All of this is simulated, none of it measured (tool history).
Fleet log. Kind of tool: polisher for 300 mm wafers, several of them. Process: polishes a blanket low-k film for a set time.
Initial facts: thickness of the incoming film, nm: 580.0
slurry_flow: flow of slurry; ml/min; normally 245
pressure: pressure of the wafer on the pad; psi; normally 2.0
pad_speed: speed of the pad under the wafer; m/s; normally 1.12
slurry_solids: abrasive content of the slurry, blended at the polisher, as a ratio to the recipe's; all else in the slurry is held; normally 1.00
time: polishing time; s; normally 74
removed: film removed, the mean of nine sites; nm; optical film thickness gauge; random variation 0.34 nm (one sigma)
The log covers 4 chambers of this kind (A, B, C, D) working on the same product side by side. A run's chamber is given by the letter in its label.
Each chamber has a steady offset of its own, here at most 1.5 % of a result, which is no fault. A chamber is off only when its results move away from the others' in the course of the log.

run   hour  slurry_flow  pressure  pad_speed  slurry_solids  time  wafers polished on this pad  hours since the slurry nozzle was cleaned  hours since the head pressure was calibrated  hours since the slurry blender was calibrated  hours since the conditioning disc was replaced  removed
 1C    7.5          245       2.0       1.12           1.00    74                          766                                      271.5                                          85.6                                          109.3                                            58.6   27.960
      11.1  -- chamber D: worn pad replaced by a new one
      13.9  -- chamber C: worn pad replaced by a new one
 2A   19.1          245       2.0       1.12           1.00    74                          285                                      306.2                                          70.7                                          232.9                                           500.9   28.035
      21.2  -- chamber A: slurry blender recalibrated
      25.4  -- chamber B: slurry blender recalibrated
 3B   27.4          245       2.0       1.12           1.00    74                          531                                       27.6                                         410.3                                            2.1                                            68.3   27.873
 4D   39.2          245       2.0       1.12           1.00    74                          180                                      494.8                                         146.7                                          138.0                                           311.1   27.795
 5C   44.5          245       2.0       1.12           1.00    74                          195                                      308.5                                         122.6                                          146.3                                            95.6   28.801
      48.8  -- chamber B: worn pad replaced by a new one
 6A   53.9          245       2.0       1.12           1.00    74                          507                                      341.0                                         105.5                                           32.8                                           535.7   27.742
      57.8  -- chamber C: slurry nozzle cleaned
 7B   65.2          245       2.0       1.12           1.00    74                          105                                       65.4                                         448.1                                           39.9                                           106.1   27.648
      70.8  -- chamber D: slurry blender recalibrated
 8D   71.1          245       2.6       1.12           1.25    74                          384                                      526.7                                         178.6                                            0.3                                           343.0   41.338
      73.1  -- chamber A: conditioning disc replaced and pad reconditioned
 9A   81.5          245       2.6       1.12           1.25    74                          684                                      368.6                                         133.1                                           60.4                                             8.5   40.579
10D   88.7          245       2.6       1.12           1.25    74                          496                                      544.3                                         196.2                                           17.9                                           360.6   39.881
      89.7  -- chamber D: slurry nozzle cleaned
11B   96.6          245       2.6       1.12           1.25    74                          306                                       96.8                                         479.5                                           71.3                                           137.5   40.129
12C  107.2          245       2.0       1.12           1.00    74                          596                                       49.5                                         185.3                                          209.0                                           158.3   28.623
13C  117.9          245       2.0       1.12           1.00    74                          665                                       60.2                                         196.0                                          219.7                                           169.0   28.365
     124.0  -- chamber D: conditioning disc replaced and pad reconditioned
14D  126.0          245       2.0       1.12           1.00    74                          735                                       36.4                                         233.5                                           55.2                                             2.0   27.691
     129.7  -- chamber A: slurry nozzle cleaned
15B  132.3          245       2.0       1.12           1.00    74                          534                                      132.5                                         515.2                                          107.0                                           173.2   27.710
     137.5  -- chamber C: worn pad replaced by a new one
16A  144.0          245       2.0       1.12           1.00    74                         1083                                       14.3                                         195.6                                          122.9                                            71.0   28.555
     149.0  -- chamber B: worn pad replaced by a new one
17B  151.6          245       2.0       1.12           1.00    74                           17                                      151.8                                         534.5                                          126.3                                           192.5   28.028
     155.8  -- chamber D: worn pad replaced by a new one
18C  158.7          245       2.0       1.12           1.00    74                          135                                      101.0                                         236.8                                          260.5                                           209.8   28.114
     163.5  -- chamber C: slurry blender recalibrated
     165.5  -- chamber B: conditioning disc replaced and pad reconditioned
19D  170.3          245       2.0       1.12           1.00    74                           92                                       80.7                                         277.8                                           99.5                                            46.3   27.490
     180.1  -- chamber C: conditioning disc replaced and pad reconditioned
20A  180.1          245       2.0       1.12           1.00    74                         1314                                       50.4                                         231.7                                          159.0                                           107.1   27.971
21B  187.8          245       2.0       1.12           1.00    74                          248                                      188.0                                         570.7                                          162.5                                            22.4   27.996
22C  197.9          245       2.0       1.12           1.00    74                          386                                      140.2                                         276.0                                           34.5                                            17.8   27.928
     199.8  -- chamber A: worn pad replaced by a new one
23D  203.8          245       2.0       1.12           1.00    74                          307                                      114.2                                         311.3                                          133.0                                            79.8   28.559
24A  213.4          245       2.0       1.12           1.00    74                           87                                       83.7                                         265.0                                          192.3                                           140.4   28.187
25C  220.8          245       2.0       1.12           1.00    74                          532                                      163.1                                         298.9                                           57.4                                            40.7   28.552
26B  232.8          245       2.0       1.12           1.00    74                          536                                      233.0                                         615.7                                          207.5                                            67.4   27.752
     239.4  -- chamber D: slurry blender recalibrated
27D  239.8          245       2.0       1.12           1.00    74                          537                                      150.2                                         347.3                                            0.4                                           115.8   28.133
     241.3  -- chamber A: slurry blender recalibrated
28A  249.7          245       2.0       1.12           1.00    74                          319                                      120.0                                         301.3                                            8.4                                           176.7   28.023

The same settings go to every chamber for the next run, one line per chamber below. Forecast the results for each:
29A  258.4          320       2.0       1.12           1.00    74                                                                                                                                                                                                                             ?
29B  258.4          320       2.0       1.12           1.00    74                                                                                                                                                                                                                             ?
29C  258.4          320       2.0       1.12           1.00    74                                                                                                                                                                                                                             ?
29D  258.4          320       2.0       1.12           1.00    74                                                                                                                                                                                                                             ?

run  removed
29A   28.754
29B   28.980
29C   28.927
29D   28.751

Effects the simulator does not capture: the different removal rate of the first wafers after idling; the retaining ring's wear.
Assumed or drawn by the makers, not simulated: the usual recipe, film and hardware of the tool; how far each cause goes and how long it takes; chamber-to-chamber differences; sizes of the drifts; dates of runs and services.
